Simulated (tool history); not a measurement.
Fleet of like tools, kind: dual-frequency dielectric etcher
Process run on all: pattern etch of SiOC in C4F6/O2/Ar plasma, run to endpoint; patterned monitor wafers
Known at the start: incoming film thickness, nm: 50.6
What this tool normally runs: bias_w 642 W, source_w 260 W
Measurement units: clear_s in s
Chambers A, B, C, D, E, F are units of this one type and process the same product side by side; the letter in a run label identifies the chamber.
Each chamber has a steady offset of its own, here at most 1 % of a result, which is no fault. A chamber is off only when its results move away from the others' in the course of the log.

run    day  bias_w  source_w  clear_s
 1B  0.358     642       260   18.273
 2A  0.692     642       260   18.071
 3F  1.008     642       260   18.123
 4E  1.188     642       260   18.018
 5D  1.404     642       260   18.258
 6C  1.696     642       260   18.002
 7E  2.054     642       260    18.16
 8F  2.229     642       260   18.126
 9C  2.442     642       260   18.089
10A  2.812     642       260   18.126
11B  3.104     642       260   18.128
12D  3.404     642       260     18.4
13C  3.771     642       240   18.626
14D  3.967     642       240   18.718
     4.054  -- chamber B: wet clean of the chamber
15B   4.15     642       240   18.783
16F  4.475     642       240   18.661
     4.696  -- chamber B: source power generator calibrated
17E  4.775     642       240   18.684
18A  5.125     642       240   18.232
19F  5.367     642       260     18.1
20A  5.654     642       260   17.891
21C  5.833     642       260   18.112
22E  6.112     642       260    18.25
23B  6.492     642       260   18.208
24D  6.675     642       260   18.412
25F  7.029     642       260   18.217
26D  7.375     642       260   18.239
27A  7.671     642       260   17.606
28E  7.883     642       210    19.43
29C  8.254     642       210   19.401
30B  8.546     642       210   19.581
31A  8.788     642       210   19.168
32B  8.962     642       210   19.492
33E  9.296     642       210   19.591
34D  9.596     642       260   18.226
35F  9.796     642       260   18.309
36C  9.971     642       260   17.844

Decide between three cases: one chamber stands off from its peers, the gauge reading all wafers drifts, or nothing is wrong past each chamber's small offset. Where a chamber is off, say which and what most likely put it there.

Little by little, chamber A moves away from the other chambers.
Cause: etch rate over this chamber's usual, % = 4.06.

Here are 4 candidates for chamber A's next run, each the usual settings with a change, their results left as question marks. Which one brings its results back in line with what the others give on the usual settings?
In-line tolerance around the mean of the other chambers on the usual settings: clear_s 0.32 s
37A-1  10.246     605       250        ?
37A-2  10.246     642       210        ?
37A-3  10.246     679       270        ?
37A-4  10.246     642       320        ?

On the usual settings, the other chambers give on average: clear_s 18.134 s
  run  clear_s
37A-1   18.071
37A-2   18.813
37A-3   16.783
37A-4   16.125
Change 37A-1 lands the chamber within the allowed miss of the other chambers.
